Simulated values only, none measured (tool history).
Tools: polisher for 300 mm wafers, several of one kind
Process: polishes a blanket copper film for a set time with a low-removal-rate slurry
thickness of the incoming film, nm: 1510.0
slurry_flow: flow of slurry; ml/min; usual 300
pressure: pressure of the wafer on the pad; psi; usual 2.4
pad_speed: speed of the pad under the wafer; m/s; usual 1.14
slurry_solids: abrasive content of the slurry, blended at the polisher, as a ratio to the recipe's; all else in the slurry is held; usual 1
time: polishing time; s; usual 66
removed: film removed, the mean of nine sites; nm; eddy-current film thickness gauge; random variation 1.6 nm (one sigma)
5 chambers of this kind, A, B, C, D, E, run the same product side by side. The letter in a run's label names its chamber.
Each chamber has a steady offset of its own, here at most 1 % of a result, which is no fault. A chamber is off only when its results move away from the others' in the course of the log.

run,hour,slurry_flow,pressure,pad_speed,slurry_solids,time,wafers polished on this pad,hours since the slurry nozzle was cleaned,hours since the head pressure was calibrated,hours since the slurry blender was calibrated,removed
# hour 3.4: chamber D: slurry blender recalibrated
1E,5.8,300,2.4,1.14,1,66,748,442.9,351.7,156.4,199.85
# hour 10.2: chamber C: slurry blender recalibrated
2D,13.6,300,2.4,1.14,1,66,622,315.8,96.8,10.2,196.77
3B,19.1,300,2.4,1.14,1,66,580,106.7,805.3,124.8,197.74
# hour 20.1: chamber B: worn pad replaced by a new one
4A,23,300,2.4,1.14,1,66,640,612.8,559.3,144.2,199.99
5C,30.1,300,2.4,1.14,1,66,430,215.9,256.4,20,204.32
6C,34.4,340,2.1,1.14,1,66,453,220.2,260.7,24.3,177.94
7A,38.8,340,2.1,1.14,1,66,727,628.6,575.1,160,176.58
8D,44.6,340,2.1,1.14,1,66,793,346.8,127.8,41.2,176.96
# hour 45.1: chamber E: worn pad replaced by a new one
9B,51.6,340,2.1,1.14,1,66,173,139.2,837.8,157.3,177.08
10E,55.7,340,2.1,1.14,1,66,58,492.8,401.6,206.3,181.09
11B,59.4,300,2.4,1.14,1,66,216,147,845.6,165.1,197.3
# hour 61.2: chamber D: worn pad replaced by a new one
12E,66.1,300,2.4,1.14,1,66,115,503.2,412,216.7,201.22
# hour 71.4: chamber A: slurry nozzle cleaned
# hour 72.9: chamber B: slurry blender recalibrated
13A,73,300,2.4,1.14,1,66,915,1.6,609.3,194.2,198.36
# hour 74.5: chamber C: worn pad replaced by a new one
14D,81.2,300,2.4,1.14,1,66,110,383.4,164.4,77.8,196.58
# hour 83.2: chamber C: slurry nozzle cleaned
15C,89,300,2.4,1.14,1,66,80,5.8,315.3,78.9,202.49
16A,92.7,300,2.4,1.14,1,66,1024,21.3,629,213.9,201.64
17B,100.2,300,2.1,1.14,1,66,441,187.8,886.4,27.4,176.08
18E,105.5,300,2.1,1.14,1,66,332,542.6,451.4,256.1,176.57
# hour 108: chamber B: worn pad replaced by a new one
19C,111.5,300,2.1,1.14,1,66,204,28.3,337.8,101.4,175.94
20D,119.4,300,2.1,1.14,1,66,320,421.6,202.6,116,174.94
# hour 122.1: chamber A: worn pad replaced by a new one
21E,125.2,300,2.1,1.14,1,66,441,562.3,471.1,275.8,175.49
# hour 126.4: chamber A: slurry blender recalibrated
22A,133.3,300,2.4,1.14,1,66,62,61.9,669.6,6.9,202.16
23B,137.5,300,2.4,1.14,1,66,162,225.1,923.7,64.7,196.77
24D,143.5,300,2.4,1.14,1,66,453,445.7,226.7,140.1,199.04
# hour 151.2: chamber C: head pressure recalibrated
25C,151.7,300,2.4,1.14,1,66,425,68.5,0.5,141.6,200.84
26A,158,300,2.4,1.14,1,66,198,86.6,694.3,31.6,199.4
# hour 165.8: chamber B: slurry nozzle cleaned
27C,166,300,2.4,1.14,1,66,504,82.8,14.8,155.9,200.99
28D,172.3,300,2.4,1.14,1,66,612,474.5,255.5,168.9,196.8
29B,178.6,300,2.4,1.14,1,66,388,12.8,964.8,105.8,198.14
30E,185,300,2.4,1.14,1,66,770,622.1,530.9,335.6,201.99
31C,193.3,300,2.4,1.14,1,66,654,110.1,42.1,183.2,201.13
# hour 195.4: chamber B: worn pad replaced by a new one
# hour 200.5: chamber D: worn pad replaced by a new one
32D,201.6,300,2.4,1.14,1,66,6,503.8,284.8,198.2,195.65
33A,208.2,385,2.4,1.14,1,74,474,136.8,744.5,81.8,224.08
34B,212,385,2.4,1.14,1,74,91,46.2,998.2,139.2,228.87
35E,217.6,385,2.4,1.14,1,74,950,654.7,563.5,368.2,229.33
36E,221.4,385,2.4,1.14,1,74,971,658.5,567.3,372,225.66
37A,225.3,385,2.4,1.14,1,74,568,153.9,761.6,98.9,228.54

Next, every chamber runs the same settings. What will each give?
38A,231.3,300,2.4,1.14,1,66,,,,,?
38B,231.3,300,2.4,1.14,1,66,,,,,?
38C,231.3,300,2.4,1.14,1,66,,,,,?
38D,231.3,300,2.4,1.14,1,66,,,,,?
38E,231.3,300,2.4,1.14,1,66,,,,,?

run,removed
38A,198.3
38B,198.67
38C,201.2
38D,199.19
38E,200.68

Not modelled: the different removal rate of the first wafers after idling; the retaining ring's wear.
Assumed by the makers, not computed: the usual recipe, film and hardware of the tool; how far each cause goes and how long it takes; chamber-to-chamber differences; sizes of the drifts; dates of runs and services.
